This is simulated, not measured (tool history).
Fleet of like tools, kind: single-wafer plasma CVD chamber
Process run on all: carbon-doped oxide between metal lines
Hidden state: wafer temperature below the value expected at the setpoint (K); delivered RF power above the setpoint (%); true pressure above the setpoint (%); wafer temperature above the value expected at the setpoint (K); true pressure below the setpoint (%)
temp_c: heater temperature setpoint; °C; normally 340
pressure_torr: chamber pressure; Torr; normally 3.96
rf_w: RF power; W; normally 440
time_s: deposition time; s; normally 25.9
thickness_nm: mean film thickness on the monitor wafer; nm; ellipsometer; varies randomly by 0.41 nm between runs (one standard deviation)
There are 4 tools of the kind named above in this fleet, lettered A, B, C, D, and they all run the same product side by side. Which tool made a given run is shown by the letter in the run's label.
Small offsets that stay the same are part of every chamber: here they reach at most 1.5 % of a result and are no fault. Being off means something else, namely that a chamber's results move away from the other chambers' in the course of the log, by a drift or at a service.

run,hour,temp_c,pressure_torr,rf_w,time_s,hours since the last thermocouple change,hours since the last RF generator calibration,hours since the last manometer calibration,"read-back reference wafer on the same gauge, thickness_nm",thickness_nm
1B,4.4,340,3.96,440,25.9,1426.2,1682.1,1976.6,100.030,121.97
2A,10.0,340,3.96,440,25.9,786.3,707.1,773.6,100.030,119.40
3D,15.4,340,3.96,440,25.9,1788.1,1101.3,1219.6,99.960,121.68
4C,19.6,340,3.96,440,25.9,644.2,915.8,1294.3,100.020,122.52
5C,25.6,340,3.96,440,25.9,650.2,921.8,1300.3,100.070,122.54
6A,33.4,340,3.96,440,25.9,809.7,730.5,797.0,99.944,121.08
7D,41.9,340,3.96,440,25.9,1814.6,1127.8,1246.1,99.959,122.03
8B,47.9,350,3.96,380,25.9,1469.7,1725.6,2020.1,99.950,105.73
9D,54.1,350,3.96,380,25.9,1826.8,1140.0,1258.3,100.100,106.79
10A,60.1,350,3.96,380,25.9,836.4,757.2,823.7,100.020,104.63
11C,68.3,350,3.96,380,25.9,692.9,964.5,1343.0,99.969,105.92
12B,73.2,340,3.96,440,25.9,1495.0,1750.9,2045.4,99.963,121.68
13A,79.2,340,3.96,440,25.9,855.5,776.3,842.8,100.000,120.38
14B,86.3,340,3.96,440,25.9,1508.1,1764.0,2058.5,100.080,121.69
15D,93.2,340,3.96,440,25.9,1865.9,1179.1,1297.4,99.986,122.17
16C,100.4,340,3.96,440,25.9,725.0,996.6,1375.1,100.000,122.35
17B,106.7,340,3.96,440,25.9,1528.5,1784.4,2078.9,99.950,122.30
18A,110.7,348,3.96,375,25.9,887.0,807.8,874.3,99.966,105.01
19C,114.5,348,3.96,375,25.9,739.1,1010.7,1389.2,100.030,105.74
20D,119.0,348,3.96,375,25.9,1891.7,1204.9,1323.2,100.060,105.72
21C,126.5,348,3.96,375,25.9,751.1,1022.7,1401.2,100.050,105.70
22D,135.0,340,3.96,440,25.9,1907.7,1220.9,1339.2,100.120,121.94
# hour 138.4: chamber B: RF generator calibrated
23B,142.7,340,3.96,440,25.9,1564.5,4.3,2114.9,100.020,121.30
24A,151.1,340,3.96,440,25.9,927.4,848.2,914.7,100.030,120.13
25A,158.9,340,3.96,440,25.9,935.2,856.0,922.5,99.966,120.42
26C,163.9,340,3.96,440,25.9,788.5,1060.1,1438.6,100.050,122.04
# hour 164.3: chamber C: capacitance manometer re-zeroed and calibrated
27D,167.9,340,3.96,440,25.9,1940.6,1253.8,1372.1,100.020,121.99
28B,173.1,340,3.96,440,25.9,1594.9,34.7,2145.3,99.978,121.27
29D,180.4,340,3.96,440,25.9,1953.1,1266.3,1384.6,100.030,122.73
30A,186.3,332,3.96,440,25.9,962.6,883.4,949.9,100.080,122.83
31B,193.7,332,3.96,440,25.9,1615.5,55.3,2165.9,99.949,125.11
32C,200.8,332,3.96,440,25.9,825.4,1097.0,36.6,99.963,125.78
33B,208.7,332,3.96,440,25.9,1630.5,70.3,2180.9,100.030,125.06
34A,214.4,340,3.96,440,25.9,990.7,911.5,978.0,100.020,119.87
35C,219.6,340,3.96,440,25.9,844.2,1115.8,55.4,100.000,122.12
36D,224.9,340,3.96,440,25.9,1997.6,1310.8,1429.1,100.020,122.00
37C,233.2,340,3.96,440,25.9,857.8,1129.4,69.0,100.060,122.06
38B,241.3,340,3.96,440,25.9,1663.1,102.9,2213.5,100.060,122.14
39D,245.2,340,3.96,440,25.9,2017.9,1331.1,1449.4,99.984,122.30
40A,254.0,340,3.96,440,30.4,1030.3,951.1,1017.6,100.040,140.51
41A,258.8,340,3.96,440,30.4,1035.1,955.9,1022.4,100.060,141.93
42C,265.9,340,3.96,440,30.4,890.5,1162.1,101.7,99.919,143.36
43B,271.3,340,3.96,440,30.4,1693.1,132.9,2243.5,99.985,142.90
44D,279.5,340,3.96,470,23.3,2052.2,1365.4,1483.7,100.000,114.86

Next, all 4 chambers run the settings below, one line each with question marks for the results. What does each chamber give?
45A,285.8,340,3.96,440,25.9,,,,,?
45B,285.8,340,3.96,440,25.9,,,,,?
45C,285.8,340,3.96,440,25.9,,,,,?
45D,285.8,340,3.96,440,25.9,,,,,?

run,thickness_nm
45A,120.26
45B,121.54
45C,121.94
45D,121.59

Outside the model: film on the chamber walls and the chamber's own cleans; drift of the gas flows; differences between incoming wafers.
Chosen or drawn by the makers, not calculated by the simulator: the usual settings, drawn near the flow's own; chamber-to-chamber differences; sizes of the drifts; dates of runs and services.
